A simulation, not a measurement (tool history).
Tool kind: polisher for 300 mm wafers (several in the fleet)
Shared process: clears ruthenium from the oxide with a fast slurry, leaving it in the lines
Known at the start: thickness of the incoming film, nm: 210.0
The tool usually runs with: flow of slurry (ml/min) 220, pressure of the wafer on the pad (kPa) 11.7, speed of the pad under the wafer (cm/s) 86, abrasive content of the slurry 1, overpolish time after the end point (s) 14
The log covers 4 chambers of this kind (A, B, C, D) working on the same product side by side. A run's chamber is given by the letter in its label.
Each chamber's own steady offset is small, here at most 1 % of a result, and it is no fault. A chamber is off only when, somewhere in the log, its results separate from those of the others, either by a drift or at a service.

run	day	flow of slurry (ml/min)	pressure of the wafer on the pad (kPa)	speed of the pad under the wafer (cm/s)	abrasive content of the slurry	overpolish time after the end point (s)	wafers polished on this pad	hours since the slurry nozzle was cleaned	hours since the head pressure was calibrated	hours since the slurry blender was calibrated	time until the end point was called (s)	dishing of a wide line in a test structure (nm)
1D	0.408	220	11.7	86	1	14	725	420.6	877	14.1	106.26	24.15
2A	0.646	220	11.7	86	1	14	619	650.1	836.2	58.3	104.3	24.293
# day 0.758: chamber D: worn pad replaced by a new one
3C	0.9	220	11.7	86	1	14	578	284	169.8	39.5	104.99	24.054
# day 1.217: chamber B: worn pad replaced by a new one
4B	1.258	220	11.7	86	1	14	7	109.8	410.7	354.3	106.22	24.289
# day 1.596: chamber C: worn pad replaced by a new one
5C	1.725	220	11.7	86	1	14	24	303.8	189.6	59.3	104.76	24.288
6D	2.229	220	11.7	86	1	14	271	464.3	920.7	57.8	106.78	22.99
7B	2.562	220	11.7	86	1	14	248	141.1	442	385.6	104.55	23.48
8A	2.821	220	11.7	86	1	14	1020	702.3	888.4	110.5	105.36	24.086
9D	3.088	220	11.7	86	1	14	430	484.9	941.3	78.4	106.74	23.608
10A	3.542	220	11.7	64	1	14	1154	719.6	905.7	127.8	142.63	17.779
# day 3.592: chamber A: worn pad replaced by a new one
# day 3.662: chamber A: head pressure recalibrated
11C	3.95	220	11.7	64	1	14	435	357.2	243	112.7	141.21	18.501
# day 3.988: chamber A: slurry nozzle cleaned
# day 4.038: chamber B: slurry blender recalibrated
12B	4.212	220	11.7	64	1	14	553	180.7	481.6	4.2	139.88	18.272
13B	4.658	220	11.7	64	1	14	636	191.4	492.3	14.9	138.42	18.1
14A	5.088	220	11.7	86	1	14	276	26.5	34.2	164.9	118.87	21.201
# day 5.246: chamber D: worn pad replaced by a new one
15D	5.508	220	11.7	86	1	14	48	543	999.4	136.5	103.96	23.688
# day 5.512: chamber C: worn pad replaced by a new one
16C	5.912	220	11.7	86	1	14	74	404.3	290.1	159.8	104.93	24.064
17D	6.229	220	11.7	86	1	14	182	560.3	1016.7	153.8	105.51	23.393
18C	6.596	220	11.7	108	1	14	200	420.7	306.5	176.2	83.357	29.293
19A	6.912	220	11.7	108	1	14	614	70.3	78	208.7	93.389	27.108
20B	7.358	220	11.7	108	1	14	1134	256.2	557.1	79.7	82.546	29.336
21D	7.717	220	11.7	108	1	14	456	596	1052.4	189.5	83.567	29.014
22C	8.1	150	11.7	86	1	14	478	456.8	342.6	212.3	111.86	23.009
23A	8.321	150	11.7	86	1	14	874	104.1	111.8	242.5	123.07	20.312
# day 8.517: chamber B: worn pad replaced by a new one
24B	8.746	150	11.7	86	1	14	42	289.5	590.4	113	111.34	22.763
# day 9.058: chamber C: worn pad replaced by a new one
25B	9.188	150	11.7	86	1	14	124	300.1	601	123.6	111.57	22.015
26C	9.65	220	11.7	86	1	14	109	494	379.8	249.5	104.29	23.963

Does one chamber stand apart from the rest, does the shared gauge drift, or is all well apart from small per-chamber offsets? Give the chamber and the most likely cause, where there is one.

A service on chamber A put it out of line with the rest.
Likeliest cause: head's pressure below its setpoint, % = 11.6.

Which of the 4 candidates below, each the usual settings with something changed and its results left as question marks, puts chamber A back in line with what the other chambers give on the usual settings?
Allowed miss from the other chambers' usual-settings mean, per result, to count as in line: time until the end point was called (s) 4.8; dishing of a wide line in a test structure (nm) 1.2
27A-1	10.017	220	12.4	92	1	14					?	?
27A-2	10.017	215	10.3	78	0.95	14					?	?
27A-3	10.017	220	11	82	1	14					?	?
27A-4	10.017	225	13.1	98	1.05	14					?	?

The other chambers' mean on the usual settings: time until the end point was called (s) 104.99; dishing of a wide line in a test structure (nm) 23.836
run	time until the end point was called (s)	dishing of a wide line in a test structure (nm)
27A-1	104.94	23.897
27A-2	152.05	16.803
27A-3	132.25	19.198
27A-4	91.194	27.251
27A-1 is the one that brings the chamber's results back in line with the other chambers.
